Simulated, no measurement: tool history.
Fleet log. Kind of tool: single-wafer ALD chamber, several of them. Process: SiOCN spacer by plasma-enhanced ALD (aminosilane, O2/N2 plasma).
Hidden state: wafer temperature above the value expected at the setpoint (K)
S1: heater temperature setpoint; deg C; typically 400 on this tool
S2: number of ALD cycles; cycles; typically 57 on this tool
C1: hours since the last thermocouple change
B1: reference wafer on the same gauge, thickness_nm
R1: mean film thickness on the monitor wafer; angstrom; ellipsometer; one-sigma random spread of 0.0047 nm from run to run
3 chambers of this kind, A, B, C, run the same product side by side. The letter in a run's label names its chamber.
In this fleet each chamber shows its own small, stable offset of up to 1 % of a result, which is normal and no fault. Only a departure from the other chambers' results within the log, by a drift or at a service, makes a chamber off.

run	hour	S1	S2	C1	B1	R1
1A	5.6	400	57	651.8	3.4694	34.173
2B	13.2	400	57	290.7	3.4699	34.086
3C	20.9	400	57	1268	3.4723	34.179
4C	28.8	400	57	1275.9	3.4744	34.019
5B	35.2	400	57	312.7	3.474	34.08
6A	42.9	400	57	689.1	3.4749	34.302
7B	53.4	400	57	330.9	3.4764	34.106
8A	58.2	412	67	704.4	3.4767	38.716
9C	63.6	412	67	1310.7	3.477	38.665
10C	73.4	412	67	1320.5	3.4774	38.739
11B	79.3	400	57	356.8	3.4786	34.151
12A	85	400	57	731.2	3.4786	34.228
13A	90.9	389	63	737.1	3.4787	37.764
14B	100.5	389	63	378	3.4807	37.785
15C	108	389	63	1355.1	3.4829	37.867
16B	113.5	400	57	391	3.481	34.233
17C	119.5	400	57	1366.6	3.482	34.116
18A	129.6	388	62	775.8	3.4842	37.389
19B	136.3	388	62	413.8	3.4838	37.283
20A	144.2	388	62	790.4	3.4853	37.288
21C	152.7	400	57	1399.8	3.4869	34.238
22C	159.8	400	57	1406.9	3.4876	34.253
23B	167.3	400	57	444.8	3.4884	34.208
24A	175.4	400	57	821.6	3.4888	34.35

Is one chamber off against the others, does the gauge drift, or is nothing wrong? If a chamber is off, say which, and what the likeliest cause is.

Gauge drift. The chambers move together only on paper, and none stands off.
What lies behind it: gauge reads high (%) = 0.571.

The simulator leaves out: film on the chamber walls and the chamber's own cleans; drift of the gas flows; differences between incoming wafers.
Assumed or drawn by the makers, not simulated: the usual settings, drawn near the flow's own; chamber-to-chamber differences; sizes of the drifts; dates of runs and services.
